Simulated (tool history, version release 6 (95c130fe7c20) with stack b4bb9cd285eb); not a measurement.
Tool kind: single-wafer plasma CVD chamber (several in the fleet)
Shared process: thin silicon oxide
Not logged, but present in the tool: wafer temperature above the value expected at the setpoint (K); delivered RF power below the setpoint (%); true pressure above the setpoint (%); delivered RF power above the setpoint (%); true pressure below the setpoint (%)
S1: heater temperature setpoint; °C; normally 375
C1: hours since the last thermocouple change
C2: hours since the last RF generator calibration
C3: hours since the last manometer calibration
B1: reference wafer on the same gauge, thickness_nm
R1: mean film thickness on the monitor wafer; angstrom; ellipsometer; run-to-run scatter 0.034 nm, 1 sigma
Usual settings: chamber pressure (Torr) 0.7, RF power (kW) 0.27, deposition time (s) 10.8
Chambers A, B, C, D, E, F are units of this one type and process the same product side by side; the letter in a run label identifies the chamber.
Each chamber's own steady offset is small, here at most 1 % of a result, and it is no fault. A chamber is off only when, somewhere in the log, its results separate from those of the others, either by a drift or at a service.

Run 1F, hour 6.4: usual settings; C1 2897.8; C2 1009.2; C3 740.2; B1 19.901. Result: R1 167.02 angstrom.
Run 2C, hour 13.5: usual settings; C1 1596; C2 632.5; C3 850; B1 19.889. Result: R1 168.67 angstrom.
At hour 18.8: chamber F: thermocouple changed; heater temperature recalibrated.
Run 3E, hour 19: usual settings; C1 1715.8; C2 982.1; C3 1309.4; B1 19.905. Result: R1 170.17 angstrom.
Run 4D, hour 22.7: usual settings; C1 89.6; C2 144.3; C3 1230.9; B1 19.895. Result: R1 170.38 angstrom.
Run 5A, hour 27.3: usual settings; C1 40.2; C2 911.2; C3 1203.1; B1 19.898. Result: R1 169.55 angstrom.
Run 6B, hour 33.2: usual settings; C1 1874.9; C2 2058.1; C3 817.1; B1 19.894. Result: R1 169 angstrom.
Run 7D, hour 36.9: usual settings; C1 103.8; C2 158.5; C3 1245.1; B1 19.895. Result: R1 169.68 angstrom.
Run 8E, hour 40.5: usual settings; C1 1737.3; C2 1003.6; C3 1330.9; B1 19.914. Result: R1 170.47 angstrom.
Run 9C, hour 45.4: usual settings; C1 1627.9; C2 664.4; C3 881.9; B1 19.897. Result: R1 168.08 angstrom.
Run 10F, hour 52.2: usual settings; C1 33.4; C2 1055; C3 786; B1 19.908. Result: R1 168.13 angstrom.
Run 11B, hour 58.8: usual settings; C1 1900.5; C2 2083.7; C3 842.7; B1 19.904. Result: R1 169.37 angstrom.
Run 12A, hour 64.5: usual settings; C1 77.4; C2 948.4; C3 1240.3; B1 19.898. Result: R1 168.85 angstrom.
Run 13D, hour 71.6: usual settings; C1 138.5; C2 193.2; C3 1279.8; B1 19.907. Result: R1 169.73 angstrom.
Run 14F, hour 77: usual settings but S1 388 °C, RF power (kW) 0.235; C1 58.2; C2 1079.8; C3 810.8; B1 19.897. Result: R1 156.52 angstrom.
Run 15A, hour 83.6: usual settings but S1 388 °C, RF power (kW) 0.235; C1 96.5; C2 967.5; C3 1259.4; B1 19.893. Result: R1 157.5 angstrom.
Run 16B, hour 89.7: usual settings but S1 388 °C, RF power (kW) 0.235; C1 1931.4; C2 2114.6; C3 873.6; B1 19.908. Result: R1 158.15 angstrom.
Run 17C, hour 95.6: usual settings but S1 388 °C, RF power (kW) 0.235; C1 1678.1; C2 714.6; C3 932.1; B1 19.903. Result: R1 156.41 angstrom.
Run 18E, hour 101.1: usual settings but S1 388 °C, RF power (kW) 0.235; C1 1797.9; C2 1064.2; C3 1391.5; B1 19.906. Result: R1 158.62 angstrom.
Run 19B, hour 106.3: usual settings but S1 388 °C, RF power (kW) 0.235; C1 1948; C2 2131.2; C3 890.2; B1 19.897. Result: R1 157.62 angstrom.
Run 20D, hour 112.3: usual settings; C1 179.2; C2 233.9; C3 1320.5; B1 19.898. Result: R1 170.04 angstrom.
Run 21E, hour 115.9: usual settings; C1 1812.7; C2 1079; C3 1406.3; B1 19.909. Result: R1 170.44 angstrom.
Run 22F, hour 121: usual settings; C1 102.2; C2 1123.8; C3 854.8; B1 19.903. Result: R1 167.18 angstrom.
Run 23A, hour 124.6: usual settings; C1 137.5; C2 1008.5; C3 1300.4; B1 19.907. Result: R1 169.4 angstrom.
Run 24C, hour 130.2: usual settings; C1 1712.7; C2 749.2; C3 966.7; B1 19.9. Result: R1 168.39 angstrom.
Run 25E, hour 136.4: usual settings; C1 1833.2; C2 1099.5; C3 1426.8; B1 19.904. Result: R1 170.79 angstrom.
Run 26B, hour 143.3: usual settings; C1 1985; C2 2168.2; C3 927.2; B1 19.913. Result: R1 169.64 angstrom.
At hour 144.9: chamber D: capacitance manometer re-zeroed and calibrated.
Run 27F, hour 149.5: usual settings; C1 130.7; C2 1152.3; C3 883.3; B1 19.898. Result: R1 167.96 angstrom.
Run 28C, hour 155.5: usual settings; C1 1738; C2 774.5; C3 992; B1 19.888. Result: R1 168.5 angstrom.
Run 29D, hour 161.5: usual settings; C1 228.4; C2 283.1; C3 16.6; B1 19.909. Result: R1 170.28 angstrom.
Run 30A, hour 166.4: usual settings; C1 179.3; C2 1050.3; C3 1342.2; B1 19.899. Result: R1 168.95 angstrom.
Run 31B, hour 171.9: usual settings; C1 2013.6; C2 2196.8; C3 955.8; B1 19.901. Result: R1 169.58 angstrom.
Run 32D, hour 176.8: usual settings but chamber pressure (Torr) 0.87, deposition time (s) 10.1; C1 243.7; C2 298.4; C3 31.9; B1 19.894. Result: R1 196.05 angstrom.
Run 33A, hour 180.3: usual settings but chamber pressure (Torr) 0.87, deposition time (s) 10.1; C1 193.2; C2 1064.2; C3 1356.1; B1 19.895. Result: R1 194.86 angstrom.
Run 34F, hour 185.7: usual settings but chamber pressure (Torr) 0.87, deposition time (s) 10.1; C1 166.9; C2 1188.5; C3 919.5; B1 19.895. Result: R1 193.05 angstrom.
Run 35E, hour 190.6: usual settings but chamber pressure (Torr) 0.87, deposition time (s) 10.1; C1 1887.4; C2 1153.7; C3 1481; B1 19.894. Result: R1 196.61 angstrom.
Run 36C, hour 196.6: usual settings but chamber pressure (Torr) 0.87, deposition time (s) 10.1; C1 1779.1; C2 815.6; C3 1033.1; B1 19.911. Result: R1 194.33 angstrom.
At hour 200: chamber B: capacitance manometer re-zeroed and calibrated.
Run 37B, hour 202.6: usual settings but chamber pressure (Torr) 0.87, deposition time (s) 10.1; C1 2044.3; C2 2227.5; C3 2.6; B1 19.896. Result: R1 195.46 angstrom.
Run 38D, hour 205.8: usual settings; C1 272.7; C2 327.4; C3 60.9; B1 19.902. Result: R1 169.68 angstrom.
Run 39E, hour 211.3: usual settings; C1 1908.1; C2 1174.4; C3 1501.7; B1 19.901. Result: R1 171.22 angstrom.
At hour 213.9: chamber F: RF generator calibrated.
Run 40F, hour 214.8: usual settings; C1 196; C2 0.9; C3 948.6; B1 19.895. Result: R1 168.08 angstrom.
Run 41C, hour 218.8: usual settings but S1 370 °C, RF power (kW) 0.23; C1 1801.3; C2 837.8; C3 1055.3; B1 19.895. Result: R1 156.21 angstrom.

Next, every chamber runs the same settings. What will each give?
Run 42A, hour 224: usual settings. Result: R1 ?.
Run 42B, hour 224: usual settings. Result: R1 ?.
Run 42C, hour 224: usual settings. Result: R1 ?.
Run 42D, hour 224: usual settings. Result: R1 ?.
Run 42E, hour 224: usual settings. Result: R1 ?.
Run 42F, hour 224: usual settings. Result: R1 ?.

run      R1
42A  169.27
42B  170.11
42C  168.47
42D  170.05
42E  171.09
42F  168.31

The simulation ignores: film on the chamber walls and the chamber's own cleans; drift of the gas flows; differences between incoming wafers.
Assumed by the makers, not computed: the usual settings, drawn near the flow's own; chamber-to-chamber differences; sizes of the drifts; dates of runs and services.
